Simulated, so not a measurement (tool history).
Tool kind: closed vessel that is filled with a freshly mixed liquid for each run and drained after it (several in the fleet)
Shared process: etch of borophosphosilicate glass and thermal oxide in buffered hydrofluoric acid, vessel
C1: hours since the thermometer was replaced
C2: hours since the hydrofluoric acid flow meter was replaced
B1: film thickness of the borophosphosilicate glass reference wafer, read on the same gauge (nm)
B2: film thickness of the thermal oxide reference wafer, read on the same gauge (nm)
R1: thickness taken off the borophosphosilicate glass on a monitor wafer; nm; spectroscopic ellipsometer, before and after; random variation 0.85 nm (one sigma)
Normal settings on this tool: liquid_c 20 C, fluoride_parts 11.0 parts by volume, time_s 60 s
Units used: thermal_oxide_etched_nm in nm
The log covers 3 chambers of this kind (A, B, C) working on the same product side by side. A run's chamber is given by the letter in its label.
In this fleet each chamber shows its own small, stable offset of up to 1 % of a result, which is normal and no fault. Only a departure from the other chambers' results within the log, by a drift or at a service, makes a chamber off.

Run 1C, hour 9.2: usual settings; C1 897.9; C2 733.9; B1 80.007; B2 40.009. Result: R1 126.180 nm, thermal_oxide_etched_nm 48.975 nm.
Run 2B, hour 22.1: usual settings; C1 2927.1; C2 457.5; B1 80.009; B2 39.987. Result: R1 124.330 nm, thermal_oxide_etched_nm 49.505 nm.
Run 3A, hour 29.4: usual settings; C1 797.1; C2 86.2; B1 80.025; B2 39.975. Result: R1 123.510 nm, thermal_oxide_etched_nm 49.069 nm.
Run 4A, hour 35.7: usual settings; C1 803.4; C2 92.5; B1 80.021; B2 39.977. Result: R1 124.480 nm, thermal_oxide_etched_nm 49.204 nm.
Run 5B, hour 43.5: usual settings; C1 2948.5; C2 478.9; B1 80.003; B2 40.005. Result: R1 123.730 nm, thermal_oxide_etched_nm 48.727 nm.
Run 6C, hour 54.7: usual settings; C1 943.4; C2 779.4; B1 79.998; B2 40.015. Result: R1 124.860 nm, thermal_oxide_etched_nm 48.705 nm.
Run 7B, hour 65.9: usual settings; C1 2970.9; C2 501.3; B1 80.005; B2 40.048. Result: R1 124.670 nm, thermal_oxide_etched_nm 49.543 nm.
Run 8C, hour 73.6: usual settings; C1 962.3; C2 798.3; B1 80.007; B2 39.991. Result: R1 124.490 nm, thermal_oxide_etched_nm 48.403 nm.
Run 9A, hour 83.8: usual settings; C1 851.5; C2 140.6; B1 80.014; B2 40.030. Result: R1 123.400 nm, thermal_oxide_etched_nm 49.236 nm.
Run 10A, hour 96.2: usual settings; C1 863.9; C2 153.0; B1 79.991; B2 39.978. Result: R1 123.150 nm, thermal_oxide_etched_nm 48.496 nm.
Run 11B, hour 107.5: usual settings; C1 3012.5; C2 542.9; B1 80.017; B2 40.058. Result: R1 122.800 nm, thermal_oxide_etched_nm 49.590 nm.
Run 12C, hour 117.8: usual settings; C1 1006.5; C2 842.5; B1 79.995; B2 40.006. Result: R1 123.340 nm, thermal_oxide_etched_nm 48.143 nm.
Run 13B, hour 127.6: usual settings; C1 3032.6; C2 563.0; B1 79.982; B2 40.036. Result: R1 124.710 nm, thermal_oxide_etched_nm 49.553 nm.
Run 14C, hour 138.2: usual settings; C1 1026.9; C2 862.9; B1 79.999; B2 40.008. Result: R1 124.290 nm, thermal_oxide_etched_nm 48.770 nm.
Run 15A, hour 148.3: usual settings; C1 916.0; C2 205.1; B1 79.972; B2 39.999. Result: R1 123.020 nm, thermal_oxide_etched_nm 48.869 nm.
Run 16B, hour 154.7: usual settings but liquid_c 17 C; C1 3059.7; C2 590.1; B1 79.995; B2 39.989. Result: R1 105.690 nm, thermal_oxide_etched_nm 40.385 nm.
Run 17C, hour 165.9: usual settings but liquid_c 17 C; C1 1054.6; C2 890.6; B1 80.011; B2 40.012. Result: R1 104.940 nm, thermal_oxide_etched_nm 41.979 nm.
At hour 168.9: chamber C: thermometer replaced.
Run 18A, hour 178.6: usual settings but liquid_c 17 C; C1 946.3; C2 235.4; B1 79.977; B2 39.964. Result: R1 104.160 nm, thermal_oxide_etched_nm 41.898 nm.
Run 19A, hour 191.7: usual settings; C1 959.4; C2 248.5; B1 79.999; B2 40.013. Result: R1 126.220 nm, thermal_oxide_etched_nm 49.317 nm.
Run 20C, hour 200.6: usual settings; C1 31.8; C2 925.3; B1 80.007; B2 40.022. Result: R1 125.420 nm, thermal_oxide_etched_nm 49.648 nm.
Run 21B, hour 210.3: usual settings but time_s 70 s; C1 3115.3; C2 645.7; B1 80.002; B2 40.025. Result: R1 144.850 nm, thermal_oxide_etched_nm 57.635 nm.
Run 22B, hour 216.9: usual settings but time_s 70 s; C1 3121.9; C2 652.3; B1 80.008; B2 40.020. Result: R1 144.770 nm, thermal_oxide_etched_nm 56.846 nm.
Run 23A, hour 226.5: usual settings but time_s 70 s; C1 994.2; C2 283.3; B1 80.001; B2 39.984. Result: R1 144.140 nm, thermal_oxide_etched_nm 56.959 nm.
Run 24C, hour 236.4: usual settings but liquid_c 17 C, fluoride_parts 9.5 parts by volume; C1 67.6; C2 961.1; B1 80.001; B2 40.014. Result: R1 121.580 nm, thermal_oxide_etched_nm 47.636 nm.
Run 25A, hour 250.3: usual settings but liquid_c 17 C, fluoride_parts 9.5 parts by volume; C1 1018.0; C2 307.1; B1 79.997; B2 39.997. Result: R1 119.200 nm, thermal_oxide_etched_nm 47.075 nm.
Run 26B, hour 263.1: usual settings but liquid_c 17 C, fluoride_parts 9.5 parts by volume; C1 3168.1; C2 698.5; B1 79.994; B2 40.025. Result: R1 120.230 nm, thermal_oxide_etched_nm 46.386 nm.
Run 27C, hour 271.7: usual settings; C1 102.9; C2 996.4; B1 79.994; B2 40.049. Result: R1 128.550 nm, thermal_oxide_etched_nm 50.245 nm.
Run 28C, hour 279.3: usual settings but time_s 75 s; C1 110.5; C2 1004.0; B1 79.972; B2 39.992. Result: R1 163.740 nm, thermal_oxide_etched_nm 63.357 nm.
Run 29B, hour 288.2: usual settings but time_s 75 s; C1 3193.2; C2 723.6; B1 79.990; B2 40.034. Result: R1 155.150 nm, thermal_oxide_etched_nm 61.884 nm.
Run 30A, hour 297.3: usual settings but time_s 75 s; C1 1065.0; C2 354.1; B1 80.013; B2 40.013. Result: R1 156.980 nm, thermal_oxide_etched_nm 61.422 nm.
Run 31A, hour 310.8: usual settings; C1 1078.5; C2 367.6; B1 79.997; B2 39.990. Result: R1 123.640 nm, thermal_oxide_etched_nm 49.373 nm.
Run 32C, hour 320.4: usual settings; C1 151.6; C2 1045.1; B1 79.998; B2 39.965. Result: R1 128.440 nm, thermal_oxide_etched_nm 50.627 nm.
At hour 324.9: chamber A: hydrofluoric acid flow meter replaced.
Run 33B, hour 326.5: usual settings; C1 3231.5; C2 761.9; B1 79.988; B2 40.000. Result: R1 125.950 nm, thermal_oxide_etched_nm 48.934 nm.
Run 34B, hour 333.9: usual settings; C1 3238.9; C2 769.3; B1 79.998; B2 40.007. Result: R1 123.700 nm, thermal_oxide_etched_nm 48.435 nm.
Run 35A, hour 345.7: usual settings but fluoride_parts 14.0 parts by volume; C1 1113.4; C2 20.9; B1 79.985; B2 39.996. Result: R1 97.142 nm, thermal_oxide_etched_nm 38.731 nm.
Run 36C, hour 354.0: usual settings but fluoride_parts 14.0 parts by volume; C1 185.2; C2 1078.7; B1 79.996; B2 39.974. Result: R1 103.160 nm, thermal_oxide_etched_nm 40.857 nm.
Run 37C, hour 363.9: usual settings but fluoride_parts 14.0 parts by volume; C1 195.1; C2 1088.6; B1 80.008; B2 40.016. Result: R1 102.660 nm, thermal_oxide_etched_nm 40.818 nm.
Run 38B, hour 370.5: usual settings; C1 3275.5; C2 805.9; B1 79.983; B2 40.033. Result: R1 124.470 nm, thermal_oxide_etched_nm 49.628 nm.
Run 39A, hour 379.9: usual settings; C1 1147.6; C2 55.1; B1 80.014; B2 39.973. Result: R1 122.630 nm, thermal_oxide_etched_nm 49.726 nm.
Run 40B, hour 390.2: usual settings; C1 3295.2; C2 825.6; B1 80.001; B2 39.977. Result: R1 124.160 nm, thermal_oxide_etched_nm 48.830 nm.
Run 41C, hour 404.3: usual settings but liquid_c 23 C, time_s 30 s; C1 235.5; C2 1129.0; B1 80.004; B2 39.996. Result: R1 77.564 nm, thermal_oxide_etched_nm 30.975 nm.

What goes on in this fleet: one chamber off, a drifting gauge, or nothing beyond the chambers' own small offsets? Name the chamber and the cause, if any.

Chamber C drifts away from the others.
Most likely cause: hydrofluoric acid flow above the setpoint (%) = 6.83.

Which of the 4 candidates below, each the usual settings with something changed and its results left as question marks, puts chamber C back in line with what the other chambers give on the usual settings?
Counts as in line when no further than this from what the other chambers average on the usual settings: R1 3.000 nm; thermal_oxide_etched_nm 1.500 nm
Run 42C-1, hour 414.3: usual settings but liquid_c 18.5 C, fluoride_parts 9.5 parts by volume. Result: R1 ?, thermal_oxide_etched_nm ?.
Run 42C-2, hour 414.3: usual settings but liquid_c 17.0 C, fluoride_parts 7.0 parts by volume, time_s 50 s. Result: R1 ?, thermal_oxide_etched_nm ?.
Run 42C-3, hour 414.3: usual settings but liquid_c 26.0 C, fluoride_parts 16.5 parts by volume. Result: R1 ?, thermal_oxide_etched_nm ?.
Run 42C-4, hour 414.3: usual settings but liquid_c 22.5 C, fluoride_parts 13.0 parts by volume. Result: R1 ?, thermal_oxide_etched_nm ?.

Usual-settings mean across the other chambers: R1 124.110 nm; thermal_oxide_etched_nm 49.004 nm
  run       R1  thermal_oxide_etched_nm
42C-1  136.660                   53.521
42C-2  144.050                   56.081
42C-3  123.690                   48.857
42C-4  129.610                   51.036
The right change is 42C-3: it brings the chamber back within the allowed miss of the others.
